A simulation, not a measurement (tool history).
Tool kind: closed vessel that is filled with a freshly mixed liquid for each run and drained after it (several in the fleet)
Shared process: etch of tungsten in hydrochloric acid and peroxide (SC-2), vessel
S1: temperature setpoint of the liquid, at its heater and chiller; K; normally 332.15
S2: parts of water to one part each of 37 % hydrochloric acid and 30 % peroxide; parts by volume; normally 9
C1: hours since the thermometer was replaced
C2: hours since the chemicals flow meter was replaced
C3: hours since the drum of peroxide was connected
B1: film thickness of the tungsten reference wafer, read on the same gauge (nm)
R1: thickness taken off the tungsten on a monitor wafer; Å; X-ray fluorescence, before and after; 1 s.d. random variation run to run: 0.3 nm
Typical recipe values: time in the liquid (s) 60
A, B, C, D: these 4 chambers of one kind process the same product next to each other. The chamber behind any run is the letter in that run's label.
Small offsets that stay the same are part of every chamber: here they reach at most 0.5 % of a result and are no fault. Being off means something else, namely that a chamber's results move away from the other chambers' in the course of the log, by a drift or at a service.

run 1C hour=2.8 | S1=332.15 S2=9 time_in_the_liquid_(s)=60 | C1=923.0 C2=88.5 C3=241.7 | B1=129.97 | R1=372.10
run 2B hour=7.3 | S1=332.15 S2=9 time_in_the_liquid_(s)=60 | C1=1320.7 C2=993.2 C3=166.6 | B1=130.00 | R1=368.37
run 3D hour=10.3 | S1=332.15 S2=9 time_in_the_liquid_(s)=60 | C1=51.2 C2=783.1 C3=263.0 | B1=129.99 | R1=370.58
run 4A hour=14.5 | S1=332.15 S2=9 time_in_the_liquid_(s)=60 | C1=1313.2 C2=135.2 C3=536.7 | B1=130.00 | R1=369.03
run 5C hour=18.2 | S1=332.15 S2=9 time_in_the_liquid_(s)=60 | C1=938.4 C2=103.9 C3=257.1 | B1=129.95 | R1=371.41
run 6A hour=21.1 | S1=332.15 S2=9 time_in_the_liquid_(s)=60 | C1=1319.8 C2=141.8 C3=543.3 | B1=130.02 | R1=372.25
run 7D hour=25.5 | S1=332.15 S2=9 time_in_the_liquid_(s)=60 | C1=66.4 C2=798.3 C3=278.2 | B1=130.01 | R1=375.74
run 8B hour=28.6 | S1=332.15 S2=9 time_in_the_liquid_(s)=60 | C1=1342.0 C2=1014.5 C3=187.9 | B1=130.00 | R1=366.17
run 9C hour=32.3 | S1=332.15 S2=9 time_in_the_liquid_(s)=60 | C1=952.5 C2=118.0 C3=271.2 | B1=129.98 | R1=368.77
run 10A hour=34.4 | S1=332.15 S2=9 time_in_the_liquid_(s)=60 | C1=1333.1 C2=155.1 C3=556.6 | B1=129.98 | R1=375.39
run 11D hour=37.2 | S1=332.15 S2=9 time_in_the_liquid_(s)=60 | C1=78.1 C2=810.0 C3=289.9 | B1=130.02 | R1=376.37
run 12B hour=39.6 | S1=332.15 S2=9 time_in_the_liquid_(s)=60 | C1=1353.0 C2=1025.5 C3=198.9 | B1=129.99 | R1=354.82
run 13C hour=43.7 | S1=324.65 S2=9 time_in_the_liquid_(s)=85 | C1=963.9 C2=129.4 C3=282.6 | B1=130.00 | R1=321.07
run 14A hour=46.8 | S1=324.65 S2=9 time_in_the_liquid_(s)=85 | C1=1345.5 C2=167.5 C3=569.0 | B1=130.02 | R1=329.45
run 15D hour=50.9 | S1=324.65 S2=9 time_in_the_liquid_(s)=85 | C1=91.8 C2=823.7 C3=303.6 | B1=130.01 | R1=322.14
run 16B hour=53.2 | S1=324.65 S2=9 time_in_the_liquid_(s)=85 | C1=1366.6 C2=1039.1 C3=212.5 | B1=130.00 | R1=317.13
run 17C hour=56.1 | S1=332.15 S2=9 time_in_the_liquid_(s)=60 | C1=976.3 C2=141.8 C3=295.0 | B1=129.99 | R1=373.79
run 18A hour=59.3 | S1=332.15 S2=9 time_in_the_liquid_(s)=60 | C1=1358.0 C2=180.0 C3=581.5 | B1=129.97 | R1=367.86
run 19D hour=61.8 | S1=332.15 S2=9 time_in_the_liquid_(s)=60 | C1=102.7 C2=834.6 C3=314.5 | B1=129.98 | R1=367.03
run 20B hour=64.3 | S1=328.15 S2=11 time_in_the_liquid_(s)=60 | C1=1377.7 C2=1050.2 C3=223.6 | B1=129.99 | R1=231.87
run 21A hour=67.0 | S1=328.15 S2=11 time_in_the_liquid_(s)=60 | C1=1365.7 C2=187.7 C3=589.2 | B1=129.99 | R1=246.30
run 22B hour=71.0 | S1=328.15 S2=11 time_in_the_liquid_(s)=60 | C1=1384.4 C2=1056.9 C3=230.3 | B1=130.00 | R1=228.39
run 23D hour=73.4 | S1=328.15 S2=11 time_in_the_liquid_(s)=60 | C1=114.3 C2=846.2 C3=326.1 | B1=130.01 | R1=244.11
run 24C hour=75.9 | S1=332.15 S2=9 time_in_the_liquid_(s)=60 | C1=996.1 C2=161.6 C3=314.8 | B1=130.01 | R1=375.85
run 25A hour=78.2 | S1=332.15 S2=9 time_in_the_liquid_(s)=60 | C1=1376.9 C2=198.9 C3=600.4 | B1=130.00 | R1=368.30
run 26D hour=82.4 | S1=332.15 S2=9 time_in_the_liquid_(s)=60 | C1=123.3 C2=855.2 C3=335.1 | B1=130.00 | R1=372.57
run 27C hour=86.2 | S1=332.15 S2=9 time_in_the_liquid_(s)=60 | C1=1006.4 C2=171.9 C3=325.1 | B1=130.00 | R1=371.26
run 28B hour=89.9 | S1=332.15 S2=9 time_in_the_liquid_(s)=60 | C1=1403.3 C2=1075.8 C3=249.2 | B1=129.98 | R1=343.89
run 29D hour=94.0 | S1=332.15 S2=9 time_in_the_liquid_(s)=60 | C1=134.9 C2=866.8 C3=346.7 | B1=130.01 | R1=373.36

Each of the 4 chambers runs these same settings next. Fill in every chamber's results:
run 30A hour=97.3 | S1=332.15 S2=9 time_in_the_liquid_(s)=60 | R1=?
run 30B hour=97.3 | S1=332.15 S2=9 time_in_the_liquid_(s)=60 | R1=?
run 30C hour=97.3 | S1=332.15 S2=9 time_in_the_liquid_(s)=60 | R1=?
run 30D hour=97.3 | S1=332.15 S2=9 time_in_the_liquid_(s)=60 | R1=?

run=30A R1=374.31
run=30B R1=344.72
run=30C R1=374.26
run=30D R1=367.85
